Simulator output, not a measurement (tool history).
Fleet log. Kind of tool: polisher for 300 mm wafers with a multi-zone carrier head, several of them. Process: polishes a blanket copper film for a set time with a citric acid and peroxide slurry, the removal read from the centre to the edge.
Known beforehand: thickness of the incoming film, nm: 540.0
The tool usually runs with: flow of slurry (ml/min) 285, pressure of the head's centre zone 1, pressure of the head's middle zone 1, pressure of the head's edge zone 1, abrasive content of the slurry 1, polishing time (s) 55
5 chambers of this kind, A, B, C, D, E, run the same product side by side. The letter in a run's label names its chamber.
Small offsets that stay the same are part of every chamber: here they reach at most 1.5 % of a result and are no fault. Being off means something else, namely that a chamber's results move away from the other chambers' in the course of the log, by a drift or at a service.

| run | hour | flow of slurry (ml/min) | pressure of the head's centre zone | pressure of the head's middle zone | pressure of the head's edge zone | abrasive content of the slurry | polishing time (s) | wafers polished on this pad | hours since the slurry nozzle was cleaned | hours since the centre zone pressure was calibrated | hours since the edge zone pressure was calibrated | film removed at the wafer's centre (angstrom) | film removed at mid-radius (angstrom) | film removed at the wafer's edge (angstrom) |
|---|---|---|---|---|---|---|---|---|---|---|---|---|---|---|
| 1D | 8.5 | 285 | 1 | 1 | 1 | 1 | 55 | 66 | 353.6 | 707.9 | 419.3 | 1788.1 | 1770.4 | 1831.2 |
|  | 14.9 | chamber A: worn pad replaced by a new one |
|  | 15.1 | chamber E: slurry nozzle cleaned |
|  | 16.7 | chamber D: slurry nozzle cleaned |
| 2E | 16.9 | 285 | 1 | 1 | 1 | 1 | 55 | 372 | 1.8 | 176.2 | 450.5 | 1772.1 | 1788.4 | 1822.7 |
| 3C | 29.4 | 285 | 1 | 1 | 1 | 1 | 55 | 516 | 445.8 | 1138 | 1060.4 | 1750.3 | 1812.2 | 1815.7 |
| 4A | 38.9 | 285 | 1 | 1 | 1 | 1 | 55 | 150 | 473.8 | 788.6 | 40.1 | 1816.7 | 1792.8 | 1767.7 |
| 5B | 49.4 | 285 | 1.04 | 1 | 1 | 1 | 55 | 541 | 476.4 | 53.9 | 573.4 | 1908 | 1793.4 | 1760.2 |
| 6A | 61.8 | 285 | 1.04 | 1 | 1 | 1 | 55 | 292 | 496.7 | 811.5 | 63 | 1912.4 | 1768.2 | 1761.5 |
|  | 63.7 | chamber E: worn pad replaced by a new one |
| 7E | 70.7 | 285 | 1.04 | 1 | 1 | 1 | 55 | 44 | 55.6 | 230 | 504.3 | 1871.9 | 1834.4 | 1840.2 |
| 8B | 80.4 | 285 | 1.04 | 1 | 1 | 1 | 55 | 734 | 507.4 | 84.9 | 604.4 | 1866.3 | 1772.3 | 1769.9 |
|  | 81.9 | chamber E: edge zone pressure recalibrated |
|  | 88.9 | chamber C: slurry nozzle cleaned |
| 9C | 91.4 | 285 | 1.04 | 1 | 1 | 1 | 55 | 902 | 2.5 | 1200 | 1122.4 | 1807 | 1774.8 | 1773.2 |
| 10D | 103.7 | 285 | 1 | 1 | 1 | 1 | 55 | 659 | 87.1 | 803.1 | 514.5 | 1798.1 | 1780.5 | 1814.6 |
|  | 106.3 | chamber B: edge zone pressure recalibrated |
| 11A | 111.1 | 285 | 1 | 1 | 1 | 1 | 55 | 599 | 546 | 860.8 | 112.3 | 1787.8 | 1775.1 | 1760.9 |
|  | 115.7 | chamber D: worn pad replaced by a new one |
| 12D | 119.8 | 285 | 1.04 | 1.05 | 1 | 1 | 55 | 26 | 103.2 | 819.2 | 530.6 | 1894.8 | 1873.5 | 1774.4 |
| 13C | 129.2 | 285 | 1.04 | 1.05 | 1 | 1 | 55 | 1138 | 40.3 | 1237.8 | 1160.2 | 1789.7 | 1777.5 | 1724.2 |
| 14E | 135.6 | 285 | 1.04 | 1.05 | 1 | 1 | 55 | 448 | 120.5 | 294.9 | 53.8 | 1860.8 | 1884.8 | 1816.3 |
| 15B | 141.7 | 285 | 1.04 | 1.05 | 1 | 1 | 55 | 1116 | 568.7 | 146.2 | 35.4 | 1895.6 | 1895.4 | 1767 |
|  | 146.2 | chamber C: centre zone pressure recalibrated |
| 16C | 150.1 | 285 | 1.04 | 1.05 | 1 | 1 | 55 | 1268 | 61.2 | 4 | 1181.1 | 1759.2 | 1791.1 | 1734.8 |
|  | 151.3 | chamber A: slurry nozzle cleaned |
| 17B | 158.5 | 335 | 1 | 1 | 1 | 1.3 | 55 | 1220 | 585.5 | 163 | 52.2 | 1916.5 | 1902.5 | 1893.9 |
| 18D | 169.2 | 335 | 1 | 1 | 1 | 1.3 | 55 | 333 | 152.6 | 868.6 | 580 | 1940.5 | 1946.2 | 1953.7 |
| 19A | 180.5 | 335 | 1 | 1 | 1 | 1.3 | 55 | 1031 | 29.3 | 930.2 | 181.7 | 1937.4 | 1919 | 1867 |
|  | 183.4 | chamber E: worn pad replaced by a new one |
|  | 183.7 | chamber A: worn pad replaced by a new one |
| 20E | 188.7 | 335 | 1 | 1 | 1 | 1.3 | 55 | 33 | 173.6 | 348 | 106.9 | 1875.1 | 1929.8 | 1972.2 |
| 21B | 194.9 | 335 | 1 | 1 | 1 | 1.3 | 55 | 1447 | 621.9 | 199.4 | 88.6 | 1933.2 | 1926.4 | 1911.9 |
|  | 204.8 | chamber B: worn pad replaced by a new one |
| 22A | 206.6 | 285 | 1 | 1 | 1 | 1 | 55 | 142 | 55.4 | 956.3 | 207.8 | 1798.2 | 1779.5 | 1785.8 |
|  | 206.8 | chamber A: centre zone pressure recalibrated |
| 23E | 214.4 | 285 | 1 | 1 | 1 | 1 | 55 | 193 | 199.3 | 373.7 | 132.6 | 1781.8 | 1829.6 | 1803.9 |
| 24D | 227 | 285 | 1 | 1 | 1 | 1 | 55 | 693 | 210.4 | 926.4 | 637.8 | 1806.6 | 1812.5 | 1782.1 |
| 25C | 235.1 | 285 | 1 | 1 | 1 | 1 | 55 | 1797 | 146.2 | 89 | 1266.1 | 1624.5 | 1651.2 | 1641.3 |
|  | 239.8 | chamber E: slurry nozzle cleaned |
| 26D | 245.4 | 285 | 1 | 1 | 1 | 1 | 55 | 808 | 228.8 | 944.8 | 656.2 | 1813.1 | 1788.1 | 1794.4 |
|  | 253.3 | chamber D: worn pad replaced by a new one |
| 27B | 258.2 | 285 | 1 | 1 | 1 | 1 | 55 | 332 | 685.2 | 262.7 | 151.9 | 1750 | 1779 | 1765.5 |
|  | 260.3 | chamber B: slurry nozzle cleaned |
| 28A | 270.6 | 285 | 1 | 1 | 1 | 1 | 55 | 541 | 119.4 | 63.9 | 271.8 | 1777.5 | 1787 | 1766.4 |
|  | 276.8 | chamber E: worn pad replaced by a new one |
| 29E | 278.3 | 285 | 1 | 1 | 1 | 1 | 55 | 9 | 38.6 | 437.6 | 196.5 | 1807.5 | 1811.5 | 1838.5 |
| 30C | 284.7 | 285 | 1 | 1 | 1 | 1 | 55 | 2106 | 195.8 | 138.6 | 1315.7 | 1615.8 | 1600.8 | 1590.4 |
| 31B | 290.7 | 285 | 1 | 1 | 1 | 1 | 55 | 535 | 30.4 | 295.2 | 184.4 | 1774.4 | 1817.9 | 1765.4 |
| 32E | 303.9 | 285 | 1 | 1 | 1 | 1 | 55 | 168 | 64.2 | 463.2 | 222.1 | 1772.1 | 1821.3 | 1802.3 |
| 33D | 309.7 | 285 | 1 | 1 | 1 | 1 | 55 | 351 | 293.1 | 1009.1 | 720.5 | 1810.9 | 1784.9 | 1788 |

Is one chamber out of step, is the gauge drifting, or do the chambers differ by no more than their own small offsets? For an off chamber, give its letter and the likeliest cause.

Little by little, chamber C moves away from the other chambers.
Most likely cause: removal rate lost through wear of the pad, % = 11.5.

Which of the 4 candidates below, each the usual settings with something changed and its results left as question marks, puts chamber C back in line with what the other chambers give on the usual settings?
Maximum distance from the other chambers' mean on the usual settings for a result to count as in line: film removed at the wafer's centre (angstrom) 84; film removed at mid-radius (angstrom) 63; film removed at the wafer's edge (angstrom) 56
| 34C-1 | 319.4 | 290 | 1.01 | 1 | 1.01 | 1 | 62 |  |  |  |  | ? | ? | ? |
| 34C-2 | 319.4 | 280 | 0.99 | 1 | 0.99 | 0.95 | 45 |  |  |  |  | ? | ? | ? |
| 34C-3 | 319.4 | 280 | 1 | 1 | 1 | 1 | 49 |  |  |  |  | ? | ? | ? |
| 34C-4 | 319.4 | 290 | 1.01 | 1 | 1.01 | 1.05 | 67 |  |  |  |  | ? | ? | ? |

The mean the other chambers reach with the usual settings: film removed at the wafer's centre (angstrom) 1788.8; film removed at mid-radius (angstrom) 1792.2; film removed at the wafer's edge (angstrom) 1793.6
| run | film removed at the wafer's centre (angstrom) | film removed at mid-radius (angstrom) | film removed at the wafer's edge (angstrom) |
|---|---|---|---|
| 34C-1 | 1783 | 1794.9 | 1799.8 |
| 34C-2 | 1247.8 | 1284.8 | 1275.5 |
| 34C-3 | 1388.4 | 1413.7 | 1411.1 |
| 34C-4 | 1946.4 | 1959.4 | 1964.7 |
34C-1 puts the chamber back in line with the other chambers.

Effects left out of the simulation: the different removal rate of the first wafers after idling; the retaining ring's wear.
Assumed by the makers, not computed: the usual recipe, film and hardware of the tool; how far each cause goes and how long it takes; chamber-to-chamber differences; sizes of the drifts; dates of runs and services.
